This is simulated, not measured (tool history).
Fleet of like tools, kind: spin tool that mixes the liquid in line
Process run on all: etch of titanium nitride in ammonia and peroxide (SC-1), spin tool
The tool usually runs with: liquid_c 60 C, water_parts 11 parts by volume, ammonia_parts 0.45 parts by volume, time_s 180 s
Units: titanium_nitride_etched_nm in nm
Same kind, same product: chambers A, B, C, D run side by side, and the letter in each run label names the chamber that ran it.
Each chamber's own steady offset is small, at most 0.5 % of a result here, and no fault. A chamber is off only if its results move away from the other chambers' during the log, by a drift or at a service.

| run | hour | liquid_c | water_parts | ammonia_parts | time_s | read-back film thickness of the titanium nitride reference wafer, read on the same gauge (nm) | titanium_nitride_etched_nm |
|---|---|---|---|---|---|---|---|
|  | 1.2 | chamber C: new drum of ammonia solution connected |
| 1C | 3.9 | 60 | 11 | 0.45 | 180 | 30.012 | 15.334 |
| 2D | 7.9 | 60 | 11 | 0.45 | 180 | 29.995 | 15.506 |
| 3B | 11.7 | 60 | 11 | 0.45 | 180 | 29.995 | 15.428 |
|  | 15.4 | chamber A: ammonia flow meter replaced |
| 4A | 15.5 | 60 | 11 | 0.45 | 180 | 30.008 | 15.295 |
| 5D | 19.3 | 60 | 11 | 0.45 | 180 | 29.974 | 15.327 |
| 6A | 22.4 | 60 | 11 | 0.45 | 180 | 29.967 | 15.167 |
| 7C | 26.1 | 60 | 11 | 0.45 | 180 | 30.025 | 15.155 |
| 8B | 29.8 | 60 | 11 | 0.45 | 180 | 29.999 | 15.503 |
| 9A | 34 | 60 | 11 | 0.45 | 180 | 30.008 | 15.394 |
| 10B | 35.9 | 60 | 11 | 0.45 | 180 | 29.993 | 15.297 |
| 11D | 40.2 | 60 | 11 | 0.45 | 180 | 29.968 | 15.499 |
| 12C | 42.2 | 60 | 11 | 0.45 | 180 | 30.004 | 15.036 |
| 13C | 46.8 | 52 | 11 | 0.45 | 180 | 29.984 | 8.824 |
| 14B | 50.1 | 52 | 11 | 0.45 | 180 | 30.016 | 8.9804 |
| 15A | 53.3 | 52 | 11 | 0.45 | 180 | 30.009 | 9.0094 |
| 16D | 55.4 | 52 | 11 | 0.45 | 180 | 30.011 | 9.0872 |
| 17C | 59.8 | 60 | 11 | 0.45 | 180 | 29.978 | 14.85 |
| 18A | 63 | 60 | 11 | 0.45 | 180 | 30.017 | 15.364 |
| 19B | 65.8 | 60 | 11 | 0.45 | 180 | 30 | 15.407 |
| 20D | 68.2 | 60 | 9 | 0.45 | 235 | 30.019 | 22.39 |
| 21C | 70.5 | 60 | 9 | 0.45 | 235 | 30.003 | 21.269 |
| 22D | 73.5 | 60 | 9 | 0.45 | 235 | 30.016 | 22.566 |
| 23A | 75.7 | 60 | 9 | 0.45 | 235 | 30.008 | 22.251 |
| 24B | 79.3 | 51.5 | 11 | 0.45 | 275 | 30.019 | 13.334 |
| 25B | 81.7 | 51.5 | 11 | 0.45 | 275 | 30.001 | 13.051 |
| 26C | 84.8 | 51.5 | 11 | 0.45 | 275 | 29.985 | 12.47 |
| 27A | 87.3 | 51.5 | 11 | 0.45 | 275 | 29.977 | 13.113 |
| 28D | 89.9 | 60 | 11 | 0.25 | 180 | 29.99 | 13.913 |
| 29C | 94.3 | 60 | 11 | 0.25 | 180 | 30.008 | 13.095 |
| 30B | 97.8 | 60 | 11 | 0.25 | 180 | 29.997 | 13.651 |
| 31D | 100.9 | 60 | 11 | 0.25 | 180 | 29.983 | 13.797 |
| 32A | 103.5 | 60 | 11 | 0.45 | 180 | 30.021 | 15.335 |
| 33A | 106.9 | 60 | 11 | 0.45 | 180 | 30 | 15.231 |
| 34B | 111.2 | 60 | 11 | 0.45 | 180 | 30.034 | 15.241 |
| 35D | 114.5 | 60 | 11 | 0.45 | 180 | 30.024 | 15.316 |
| 36C | 118.2 | 60 | 11 | 0.45 | 180 | 30.014 | 14.135 |
| 37B | 122.4 | 60 | 11 | 0.45 | 180 | 29.998 | 15.297 |

Which is it: a chamber that has drifted or been left off by a service, a gauge drift common to all chambers, or only each chamber's usual small offset? If a chamber is off, name it and its likeliest cause.

Chamber C drifts away from the others.
Likeliest cause: temperature lost on the way to the wafer (K) = 1.32.
The log might look much the same if the cause were instead: liquid colder than its thermometer reads (K).

Below are 4 candidate recipes for chamber C's next run, each the usual settings with a change, their results shown as question marks. Which of them brings C's results back in line with what the other chambers give on the usual settings?
A result is in line if it is within this distance of the other chambers' mean on the usual settings: titanium_nitride_etched_nm 0.36 nm
| 38C-1 | 125.7 | 59 | 11.5 | 0.45 | 180 |  | ? |
| 38C-2 | 125.7 | 60 | 11 | 0.35 | 180 |  | ? |
| 38C-3 | 125.7 | 61 | 10.5 | 0.45 | 180 |  | ? |
| 38C-4 | 125.7 | 60 | 11 | 0.45 | 190 |  | ? |

Mean of the other chambers on the usual settings: titanium_nitride_etched_nm 15.365 nm
| run | titanium_nitride_etched_nm |
|---|---|
| 38C-1 | 12.862 |
| 38C-2 | 13.456 |
| 38C-3 | 15.391 |
| 38C-4 | 14.852 |
38C-3 is the one that brings the chamber's results back in line with the other chambers.

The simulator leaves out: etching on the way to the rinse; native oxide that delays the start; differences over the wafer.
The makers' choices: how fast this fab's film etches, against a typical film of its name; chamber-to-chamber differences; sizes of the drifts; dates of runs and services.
